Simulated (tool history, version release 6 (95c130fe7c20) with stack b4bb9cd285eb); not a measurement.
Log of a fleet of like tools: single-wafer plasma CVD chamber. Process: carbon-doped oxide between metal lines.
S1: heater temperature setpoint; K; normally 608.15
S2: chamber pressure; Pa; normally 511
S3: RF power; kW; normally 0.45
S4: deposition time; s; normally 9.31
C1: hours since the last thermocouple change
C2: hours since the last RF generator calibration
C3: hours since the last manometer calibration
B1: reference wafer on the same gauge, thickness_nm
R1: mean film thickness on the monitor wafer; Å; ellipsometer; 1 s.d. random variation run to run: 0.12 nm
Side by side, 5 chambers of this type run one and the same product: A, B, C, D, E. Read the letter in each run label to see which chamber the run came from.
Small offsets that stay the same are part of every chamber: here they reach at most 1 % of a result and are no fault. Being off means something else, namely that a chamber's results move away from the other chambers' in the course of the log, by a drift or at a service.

{"run": "1B", "hour": 5.1, "S1": 608.15, "S2": 511, "S3": 0.45, "S4": 9.31, "C1": 1925.6, "C2": 153.2, "C3": 1884.9, "B1": 51.712, "R1": 457.58}
{"run": "2D", "hour": 9.6, "S1": 608.15, "S2": 511, "S3": 0.45, "S4": 9.31, "C1": 152.7, "C2": 177.3, "C3": 2130.8, "B1": 51.672, "R1": 455.38}
{"run": "3A", "hour": 15.2, "S1": 608.15, "S2": 511, "S3": 0.45, "S4": 9.31, "C1": 321.6, "C2": 1913.8, "C3": 483.3, "B1": 51.723, "R1": 455.5}
{"run": "4E", "hour": 18.4, "S1": 608.15, "S2": 511, "S3": 0.45, "S4": 9.31, "C1": 1203, "C2": 282.7, "C3": 908.3, "B1": 51.694, "R1": 456.53}
{"run": "5C", "hour": 22.1, "S1": 608.15, "S2": 511, "S3": 0.45, "S4": 9.31, "C1": 35.9, "C2": 581.1, "C3": 369.2, "B1": 51.671, "R1": 457.72}
{"run": "6C", "hour": 27.9, "S1": 608.15, "S2": 557, "S3": 0.45, "S4": 10.29, "C1": 41.7, "C2": 586.9, "C3": 375, "B1": 51.689, "R1": 511.7}
{"run": "7A", "hour": 30.8, "S1": 608.15, "S2": 557, "S3": 0.45, "S4": 10.29, "C1": 337.2, "C2": 1929.4, "C3": 498.9, "B1": 51.728, "R1": 505.32}
{"run": "8B", "hour": 33.9, "S1": 608.15, "S2": 557, "S3": 0.45, "S4": 10.29, "C1": 1954.4, "C2": 182, "C3": 1913.7, "B1": 51.657, "R1": 509.1}
{"run": "9D", "hour": 37.7, "S1": 608.15, "S2": 557, "S3": 0.45, "S4": 10.29, "C1": 180.8, "C2": 205.4, "C3": 2158.9, "B1": 51.698, "R1": 509.88}
{"run": "10E", "hour": 41.3, "S1": 608.15, "S2": 557, "S3": 0.45, "S4": 10.29, "C1": 1225.9, "C2": 305.6, "C3": 931.2, "B1": 51.714, "R1": 510.52}
{"run": "11B", "hour": 44.8, "S1": 608.15, "S2": 511, "S3": 0.45, "S4": 9.31, "C1": 1965.3, "C2": 192.9, "C3": 1924.6, "B1": 51.726, "R1": 457.99}
{"run": "12A", "hour": 50.9, "S1": 608.15, "S2": 408, "S3": 0.45, "S4": 8.07, "C1": 357.3, "C2": 1949.5, "C3": 519, "B1": 51.692, "R1": 385.92}
{"run": "13E", "hour": 54.7, "S1": 608.15, "S2": 408, "S3": 0.45, "S4": 8.07, "C1": 1239.3, "C2": 319, "C3": 944.6, "B1": 51.714, "R1": 386.55}
{"run": "14D", "hour": 58.1, "S1": 608.15, "S2": 408, "S3": 0.45, "S4": 8.07, "C1": 201.2, "C2": 225.8, "C3": 2179.3, "B1": 51.671, "R1": 388.53}
{"run": "15C", "hour": 61.3, "S1": 608.15, "S2": 408, "S3": 0.45, "S4": 8.07, "C1": 75.1, "C2": 620.3, "C3": 408.4, "B1": 51.712, "R1": 390.53}
{"run": "16D", "hour": 66.4, "S1": 608.15, "S2": 408, "S3": 0.45, "S4": 8.07, "C1": 209.5, "C2": 234.1, "C3": 2187.6, "B1": 51.699, "R1": 386.52}
{"run": "17B", "hour": 72.7, "S1": 608.15, "S2": 511, "S3": 0.45, "S4": 9.31, "C1": 1993.2, "C2": 220.8, "C3": 1952.5, "B1": 51.71, "R1": 458.89}
{"run": "18A", "hour": 76.2, "S1": 622.15, "S2": 511, "S3": 0.45, "S4": 9.31, "C1": 382.6, "C2": 1974.8, "C3": 544.3, "B1": 51.68, "R1": 435.04}
{"run": "19C", "hour": 80.0, "S1": 622.15, "S2": 511, "S3": 0.45, "S4": 9.31, "C1": 93.8, "C2": 639, "C3": 427.1, "B1": 51.711, "R1": 438.17}
{"hour": 85.0, "done": "chamber D: capacitance manometer re-zeroed and calibrated"}
{"run": "20E", "hour": 85.4, "S1": 622.15, "S2": 511, "S3": 0.45, "S4": 9.31, "C1": 1270, "C2": 349.7, "C3": 975.3, "B1": 51.682, "R1": 436.64}
{"run": "21C", "hour": 89.4, "S1": 622.15, "S2": 511, "S3": 0.45, "S4": 9.31, "C1": 103.2, "C2": 648.4, "C3": 436.5, "B1": 51.696, "R1": 439.37}
{"run": "22E", "hour": 94.9, "S1": 622.15, "S2": 511, "S3": 0.45, "S4": 9.31, "C1": 1279.5, "C2": 359.2, "C3": 984.8, "B1": 51.719, "R1": 434.24}
{"run": "23D", "hour": 100.5, "S1": 608.15, "S2": 511, "S3": 0.45, "S4": 9.31, "C1": 243.6, "C2": 268.2, "C3": 15.5, "B1": 51.702, "R1": 454.47}
{"run": "24A", "hour": 104.7, "S1": 608.15, "S2": 511, "S3": 0.45, "S4": 9.31, "C1": 411.1, "C2": 2003.3, "C3": 572.8, "B1": 51.692, "R1": 454.89}
{"run": "25B", "hour": 110.6, "S1": 608.15, "S2": 591, "S3": 0.45, "S4": 10.24, "C1": 2031.1, "C2": 258.7, "C3": 1990.4, "B1": 51.688, "R1": 513.6}
{"run": "26D", "hour": 115.2, "S1": 608.15, "S2": 591, "S3": 0.45, "S4": 10.24, "C1": 258.3, "C2": 282.9, "C3": 30.2, "B1": 51.694, "R1": 513.05}
{"run": "27E", "hour": 120.4, "S1": 608.15, "S2": 591, "S3": 0.45, "S4": 10.24, "C1": 1305, "C2": 384.7, "C3": 1010.3, "B1": 51.73, "R1": 507.01}
{"run": "28C", "hour": 126.4, "S1": 608.15, "S2": 591, "S3": 0.45, "S4": 10.24, "C1": 140.2, "C2": 685.4, "C3": 473.5, "B1": 51.725, "R1": 513.01}
{"run": "29B", "hour": 129.6, "S1": 608.15, "S2": 591, "S3": 0.45, "S4": 10.24, "C1": 2050.1, "C2": 277.7, "C3": 2009.4, "B1": 51.692, "R1": 511.09}
{"run": "30A", "hour": 133.9, "S1": 608.15, "S2": 511, "S3": 0.45, "S4": 9.31, "C1": 440.3, "C2": 2032.5, "C3": 602, "B1": 51.715, "R1": 452.73}
{"run": "31B", "hour": 137.5, "S1": 608.15, "S2": 511, "S3": 0.45, "S4": 9.31, "C1": 2058, "C2": 285.6, "C3": 2017.3, "B1": 51.661, "R1": 457.62}
{"run": "32E", "hour": 142.4, "S1": 608.15, "S2": 511, "S3": 0.45, "S4": 9.31, "C1": 1327, "C2": 406.7, "C3": 1032.3, "B1": 51.687, "R1": 446.22}
{"run": "33C", "hour": 145.4, "S1": 608.15, "S2": 511, "S3": 0.45, "S4": 9.31, "C1": 159.2, "C2": 704.4, "C3": 492.5, "B1": 51.662, "R1": 459.78}
{"run": "34A", "hour": 149.2, "S1": 608.15, "S2": 511, "S3": 0.45, "S4": 9.31, "C1": 455.6, "C2": 2047.8, "C3": 617.3, "B1": 51.68, "R1": 454.44}
{"run": "35D", "hour": 152.2, "S1": 608.15, "S2": 511, "S3": 0.45, "S4": 9.31, "C1": 295.3, "C2": 319.9, "C3": 67.2, "B1": 51.692, "R1": 455.86}
{"run": "36B", "hour": 156.2, "S1": 608.15, "S2": 511, "S3": 0.45, "S4": 9.31, "C1": 2076.7, "C2": 304.3, "C3": 2036, "B1": 51.699, "R1": 457.77}
{"run": "37C", "hour": 159.2, "S1": 608.15, "S2": 511, "S3": 0.45, "S4": 9.31, "C1": 173, "C2": 718.2, "C3": 506.3, "B1": 51.702, "R1": 459.85}
{"run": "38E", "hour": 162.6, "S1": 608.15, "S2": 511, "S3": 0.45, "S4": 9.31, "C1": 1347.2, "C2": 426.9, "C3": 1052.5, "B1": 51.697, "R1": 448.57}
{"run": "39A", "hour": 168.4, "S1": 597.15, "S2": 511, "S3": 0.45, "S4": 9.31, "C1": 474.8, "C2": 2067, "C3": 636.5, "B1": 51.709, "R1": 471.02}
{"run": "40D", "hour": 172.2, "S1": 597.15, "S2": 511, "S3": 0.45, "S4": 9.31, "C1": 315.3, "C2": 339.9, "C3": 87.2, "B1": 51.673, "R1": 474.33}
{"run": "41C", "hour": 175.7, "S1": 597.15, "S2": 511, "S3": 0.45, "S4": 9.31, "C1": 189.5, "C2": 734.7, "C3": 522.8, "B1": 51.648, "R1": 477.88}
{"run": "42E", "hour": 180.1, "S1": 597.15, "S2": 511, "S3": 0.45, "S4": 9.31, "C1": 1364.7, "C2": 444.4, "C3": 1070, "B1": 51.676, "R1": 464.31}
{"run": "43A", "hour": 186.3, "S1": 597.15, "S2": 511, "S3": 0.45, "S4": 9.31, "C1": 492.7, "C2": 2084.9, "C3": 654.4, "B1": 51.696, "R1": 472.32}

Read the log: is a single chamber off, either drifting away or since a service, is the gauge that measures every chamber drifting, or is nothing wrong beyond small per-chamber offsets? Name any odd chamber and what most likely caused it.

Chamber E drifts away from the others.
Cause: delivered RF power below the setpoint (%) = 3.37.

Below are 4 candidate recipes for chamber E's next run, each the usual settings with a change, their results shown as question marks. Which of them brings E's results back in line with what the other chambers give on the usual settings?
To be in line, a result may differ from the other chambers' mean on the usual settings by at most: R1 4.1 Å
{"run": "44E-1", "hour": 190.9, "S1": 608.15, "S2": 511, "S3": 0.44, "S4": 9.06, "R1": "?"}
{"run": "44E-2", "hour": 190.9, "S1": 608.15, "S2": 512, "S3": 0.455, "S4": 9.46, "R1": "?"}
{"run": "44E-3", "hour": 190.9, "S1": 607.15, "S2": 515, "S3": 0.45, "S4": 9.67, "R1": "?"}
{"run": "44E-4", "hour": 190.9, "S1": 608.15, "S2": 511, "S3": 0.445, "S4": 9.16, "R1": "?"}

The mean the other chambers reach with the usual settings: R1 456.63 Å
run=44E-1 R1=426.36
run=44E-2 R1=456.08
run=44E-3 R1=464.14
run=44E-4 R1=434.58
44E-2 puts the chamber back in line with the other chambers.

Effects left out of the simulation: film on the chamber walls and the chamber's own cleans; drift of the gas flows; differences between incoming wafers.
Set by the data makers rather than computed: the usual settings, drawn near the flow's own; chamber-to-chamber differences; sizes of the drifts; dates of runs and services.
